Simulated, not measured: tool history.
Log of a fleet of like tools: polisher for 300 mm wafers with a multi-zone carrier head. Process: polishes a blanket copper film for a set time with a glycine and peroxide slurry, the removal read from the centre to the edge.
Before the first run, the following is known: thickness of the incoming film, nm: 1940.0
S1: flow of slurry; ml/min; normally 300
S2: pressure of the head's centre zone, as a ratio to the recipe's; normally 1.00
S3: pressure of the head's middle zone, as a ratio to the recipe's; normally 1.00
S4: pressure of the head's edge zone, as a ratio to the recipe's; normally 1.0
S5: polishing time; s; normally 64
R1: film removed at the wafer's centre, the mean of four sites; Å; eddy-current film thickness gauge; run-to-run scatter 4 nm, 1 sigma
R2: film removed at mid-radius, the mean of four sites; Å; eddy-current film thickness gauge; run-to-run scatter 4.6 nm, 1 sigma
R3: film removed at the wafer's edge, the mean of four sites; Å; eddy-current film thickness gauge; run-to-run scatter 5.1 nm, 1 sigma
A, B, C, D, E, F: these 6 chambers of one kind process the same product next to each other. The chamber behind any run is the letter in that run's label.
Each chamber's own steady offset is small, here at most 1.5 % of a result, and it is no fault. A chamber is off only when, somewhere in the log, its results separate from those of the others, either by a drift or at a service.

run	hour	S1	S2	S3	S4	S5	R1	R2	R3
1E	7.5	300	1.00	1.00	1.0	64	3349.6	3404.1	3476.3
2C	15.0	300	1.00	1.00	1.0	64	3433.0	3416.9	3486.0
# hour 16.9: chamber B: edge zone pressure recalibrated
3F	30.8	300	1.00	1.00	1.0	64	3428.0	3484.5	3378.8
4D	40.7	300	1.00	1.00	1.0	64	3462.6	3493.8	3452.0
5A	48.1	300	1.00	1.00	1.0	64	3436.9	3415.1	3512.8
# hour 51.4: chamber C: centre zone pressure recalibrated
# hour 57.8: chamber F: worn pad replaced by a new one
# hour 58.7: chamber C: worn pad replaced by a new one
6B	59.0	300	1.00	1.00	1.0	64	3422.2	3477.6	3427.9
7E	70.6	300	1.00	1.00	1.0	64	3392.3	3445.3	3389.0
# hour 73.3: chamber E: slurry nozzle cleaned
8F	82.7	300	1.00	1.00	1.0	64	3413.1	3457.3	3342.3
9D	92.8	300	1.00	1.00	1.0	64	3400.9	3417.0	3404.4
# hour 95.4: chamber A: worn pad replaced by a new one
# hour 99.6: chamber B: worn pad replaced by a new one
10B	103.2	300	1.00	1.00	1.0	64	3459.7	3413.3	3457.5
11C	112.8	300	1.00	1.00	1.0	64	3486.2	3393.4	3483.6
12A	128.9	300	1.00	1.04	1.0	64	3420.1	3502.4	3454.7
# hour 134.4: chamber E: worn pad replaced by a new one
# hour 136.4: chamber A: edge zone pressure recalibrated
13B	143.3	300	1.00	1.04	1.0	64	3395.7	3607.3	3462.6
# hour 149.7: chamber C: slurry nozzle cleaned
14D	159.2	300	1.00	1.04	1.0	64	3442.5	3541.7	3436.0
# hour 160.9: chamber D: worn pad replaced by a new one
15C	172.2	300	1.00	1.04	1.0	64	3450.8	3618.9	3357.5
16F	179.9	300	1.00	1.04	1.0	64	3424.2	3505.0	3425.6
# hour 183.9: chamber D: centre zone pressure recalibrated
# hour 184.4: chamber A: centre zone pressure recalibrated
# hour 186.5: chamber F: worn pad replaced by a new one
17A	193.6	300	1.00	1.04	1.0	64	3475.0	3576.3	3497.1
18E	205.0	300	0.91	1.00	0.9	64	3148.3	3503.7	3320.4
# hour 211.8: chamber A: slurry nozzle cleaned
19E	214.1	300	0.91	1.00	0.9	64	3113.4	3434.3	3323.4
# hour 221.7: chamber F: centre zone pressure recalibrated
# hour 222.5: chamber E: edge zone pressure recalibrated
# hour 225.3: chamber C: worn pad replaced by a new one
20F	227.9	300	0.91	1.00	0.9	64	2687.1	3482.2	3194.7
21D	235.3	300	0.91	1.00	0.9	64	3073.1	3546.6	3212.7
22C	247.1	300	0.91	1.00	0.9	64	3097.5	3389.7	3184.1
23A	254.5	300	0.91	1.00	0.9	64	3121.1	3492.7	3229.3
24B	263.1	300	1.00	1.00	1.0	64	3457.0	3433.1	3459.9
25C	277.5	300	1.00	1.00	1.0	64	3385.0	3374.1	3389.6
26F	288.4	300	1.00	1.00	1.0	64	2981.9	3470.9	3439.3
27D	302.3	300	1.00	1.00	1.0	64	3456.3	3514.7	3438.6
# hour 310.6: chamber E: worn pad replaced by a new one
# hour 311.7: chamber F: edge zone pressure recalibrated
28B	312.8	300	1.00	1.00	1.0	64	3484.5	3474.4	3386.8
# hour 322.7: chamber D: slurry nozzle cleaned
# hour 324.2: chamber B: worn pad replaced by a new one
# hour 324.8: chamber F: slurry nozzle cleaned
29E	325.3	300	1.00	1.00	1.0	64	3461.9	3406.1	3458.5
30A	337.1	300	1.00	1.00	1.0	64	3420.6	3442.0	3484.6
# hour 339.0: chamber F: worn pad replaced by a new one
31D	344.5	240	1.09	1.00	1.0	64	3713.2	3393.0	3409.4
# hour 348.6: chamber A: worn pad replaced by a new one
32F	356.0	240	1.09	1.00	1.0	64	3224.1	3428.7	3314.1
33C	370.0	240	1.09	1.00	1.0	64	3612.1	3363.0	3381.8
34A	381.7	240	1.09	1.00	1.0	64	3767.7	3280.5	3389.3
35B	388.8	240	1.09	1.00	1.0	64	3648.8	3273.2	3283.8
36E	399.4	240	1.09	1.00	1.0	64	3691.1	3334.2	3311.2
# hour 406.0: chamber B: edge zone pressure recalibrated
37B	412.4	300	1.00	1.00	1.0	64	3474.7	3504.7	3514.4

The same settings go to every chamber for the next run, one line per chamber below. Forecast the results for each:
38A	423.9	300	1.00	1.00	1.0	64	?	?	?
38B	423.9	300	1.00	1.00	1.0	64	?	?	?
38C	423.9	300	1.00	1.00	1.0	64	?	?	?
38D	423.9	300	1.00	1.00	1.0	64	?	?	?
38E	423.9	300	1.00	1.00	1.0	64	?	?	?
38F	423.9	300	1.00	1.00	1.0	64	?	?	?

run	R1	R2	R3
38A	3468.4	3400.0	3426.8
38B	3437.7	3408.3	3498.1
38C	3401.8	3454.3	3355.5
38D	3488.5	3470.9	3415.7
38E	3495.2	3445.9	3465.7
38F	2952.6	3386.1	3362.4
